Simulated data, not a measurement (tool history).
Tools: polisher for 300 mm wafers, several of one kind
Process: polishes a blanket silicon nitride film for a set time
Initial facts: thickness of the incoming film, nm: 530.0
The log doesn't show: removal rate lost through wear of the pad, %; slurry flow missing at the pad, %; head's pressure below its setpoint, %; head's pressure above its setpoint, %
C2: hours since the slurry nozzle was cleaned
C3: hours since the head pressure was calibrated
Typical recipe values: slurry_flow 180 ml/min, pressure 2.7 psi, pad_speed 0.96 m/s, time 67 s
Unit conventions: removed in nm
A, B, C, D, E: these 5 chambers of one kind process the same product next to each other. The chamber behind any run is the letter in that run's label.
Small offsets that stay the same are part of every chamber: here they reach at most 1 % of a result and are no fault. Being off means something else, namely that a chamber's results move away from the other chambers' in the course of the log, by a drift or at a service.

Run 1A, day 0.258: usual settings; wafers polished on this pad 142; C2 155.6; C3 379.9. Result: removed 94.311 nm.
Run 2E, day 0.438: usual settings; wafers polished on this pad 192; C2 118.2; C3 40.3. Result: removed 92.492 nm.
Run 3B, day 0.617: usual settings; wafers polished on this pad 571; C2 357.8; C3 336.8. Result: removed 92.890 nm.
Run 4D, day 0.817: usual settings; wafers polished on this pad 1030; C2 643.7; C3 345.1. Result: removed 91.924 nm.
At day 0.933: chamber D: slurry nozzle cleaned.
At day 1.029: chamber D: worn pad replaced by a new one.
Run 5C, day 1.092: usual settings; wafers polished on this pad 387; C2 134.3; C3 76.4. Result: removed 93.320 nm.
Run 6B, day 1.279: usual settings; wafers polished on this pad 671; C2 373.7; C3 352.7. Result: removed 92.776 nm.
Run 7E, day 1.558: usual settings but pressure 2.0 psi, pad_speed 1.08 m/s; wafers polished on this pad 362; C2 145.1; C3 67.2. Result: removed 75.294 nm.
Run 8C, day 1.812: usual settings but pressure 2.0 psi, pad_speed 1.08 m/s; wafers polished on this pad 496; C2 151.6; C3 93.7. Result: removed 77.520 nm.
Run 9A, day 2.025: usual settings but pressure 2.0 psi, pad_speed 1.08 m/s; wafers polished on this pad 410; C2 198.0; C3 422.3. Result: removed 76.693 nm.
Run 10D, day 2.192: usual settings but pressure 2.0 psi, pad_speed 1.08 m/s; wafers polished on this pad 176; C2 30.3; C3 378.1. Result: removed 76.661 nm.
Run 11A, day 2.362: usual settings but pressure 2.0 psi, pad_speed 1.08 m/s; wafers polished on this pad 462; C2 206.1; C3 430.4. Result: removed 76.184 nm.
Run 12B, day 2.558: usual settings but pressure 3.1 psi, time 79 s; wafers polished on this pad 866; C2 404.4; C3 383.4. Result: removed 125.970 nm.
Run 13D, day 2.758: usual settings but pressure 3.1 psi, time 79 s; wafers polished on this pad 263; C2 43.9; C3 391.7. Result: removed 128.460 nm.
Run 14E, day 2.921: usual settings but pressure 3.1 psi, time 79 s; wafers polished on this pad 569; C2 177.8; C3 99.9. Result: removed 125.590 nm.
Run 15C, day 3.117: usual settings but pressure 3.1 psi, time 79 s; wafers polished on this pad 694; C2 182.9; C3 125.0. Result: removed 125.290 nm.
At day 3.267: chamber B: worn pad replaced by a new one.
Run 16C, day 3.321: usual settings but pressure 3.1 psi, time 79 s; wafers polished on this pad 725; C2 187.8; C3 129.9. Result: removed 126.980 nm.
Run 17B, day 3.525: usual settings; wafers polished on this pad 39; C2 427.6; C3 406.6. Result: removed 92.118 nm.
Run 18D, day 3.783: usual settings; wafers polished on this pad 418; C2 68.5; C3 416.3. Result: removed 92.706 nm.
Run 19E, day 3.938: usual settings; wafers polished on this pad 724; C2 202.2; C3 124.3. Result: removed 91.557 nm.
Run 20A, day 4.112: usual settings; wafers polished on this pad 727; C2 248.1; C3 472.4. Result: removed 94.912 nm.
Run 21B, day 4.371: usual settings; wafers polished on this pad 168; C2 447.9; C3 426.9. Result: removed 92.598 nm.
At day 4.533: chamber A: worn pad replaced by a new one.
Run 22E, day 4.583: usual settings; wafers polished on this pad 822; C2 217.7; C3 139.8. Result: removed 92.438 nm.
Run 23D, day 4.742: usual settings; wafers polished on this pad 564; C2 91.5; C3 439.3. Result: removed 92.805 nm.
At day 4.767: chamber E: worn pad replaced by a new one.
Run 24A, day 4.875: usual settings; wafers polished on this pad 52; C2 266.4; C3 490.7. Result: removed 93.754 nm.
At day 4.938: chamber B: head pressure recalibrated.
Run 25C, day 5.112: usual settings; wafers polished on this pad 998; C2 230.8; C3 172.9. Result: removed 93.832 nm.
Run 26E, day 5.254: usual settings; wafers polished on this pad 74; C2 233.8; C3 155.9. Result: removed 92.749 nm.
Run 27C, day 5.538: usual settings but pad_speed 0.64 m/s, time 88 s; wafers polished on this pad 1062; C2 241.0; C3 183.1. Result: removed 89.764 nm.
Run 28D, day 5.679: usual settings but pad_speed 0.64 m/s, time 88 s; wafers polished on this pad 706; C2 114.0; C3 461.8. Result: removed 88.619 nm.
Run 29A, day 5.879: usual settings but pad_speed 0.64 m/s, time 88 s; wafers polished on this pad 204; C2 290.5; C3 514.8. Result: removed 88.599 nm.
Run 30B, day 6.108: usual settings but pad_speed 0.64 m/s, time 88 s; wafers polished on this pad 432; C2 489.6; C3 28.1. Result: removed 87.079 nm.
Run 31A, day 6.379: usual settings but pad_speed 0.64 m/s, time 88 s; wafers polished on this pad 280; C2 302.5; C3 526.8. Result: removed 89.178 nm.
Run 32B, day 6.558: usual settings; wafers polished on this pad 500; C2 500.4; C3 38.9. Result: removed 93.333 nm.
Run 33D, day 6.771: usual settings but pad_speed 1.14 m/s; wafers polished on this pad 872; C2 140.2; C3 488.0. Result: removed 108.170 nm.
Run 34E, day 7.008: usual settings but pad_speed 1.14 m/s; wafers polished on this pad 340; C2 275.9; C3 198.0. Result: removed 105.860 nm.
At day 7.258: chamber D: worn pad replaced by a new one.
Run 35C, day 7.271: usual settings but pad_speed 1.14 m/s; wafers polished on this pad 1326; C2 282.6; C3 224.7. Result: removed 107.210 nm.
Run 36D, day 7.417: usual settings but pad_speed 1.14 m/s; wafers polished on this pad 24; C2 155.7; C3 503.5. Result: removed 106.310 nm.
Run 37E, day 7.625: usual settings but pad_speed 1.14 m/s; wafers polished on this pad 434; C2 290.7; C3 212.8. Result: removed 106.320 nm.
At day 7.883: chamber C: worn pad replaced by a new one.
Run 38C, day 7.904: usual settings; wafers polished on this pad 3; C2 297.8; C3 239.9. Result: removed 93.717 nm.
Run 39B, day 8.129: usual settings; wafers polished on this pad 739; C2 538.1; C3 76.6. Result: removed 91.805 nm.
Run 40A, day 8.308: usual settings; wafers polished on this pad 573; C2 348.8; C3 573.1. Result: removed 93.597 nm.

Has any chamber moved away from the others, gradually or after a service, or does the common gauge drift, or do the chambers differ only by their own small steady offsets? State the chamber and the most likely cause if one applies.

Neither any chamber nor the gauge drifts; the chambers differ only by their own small, steady offsets.
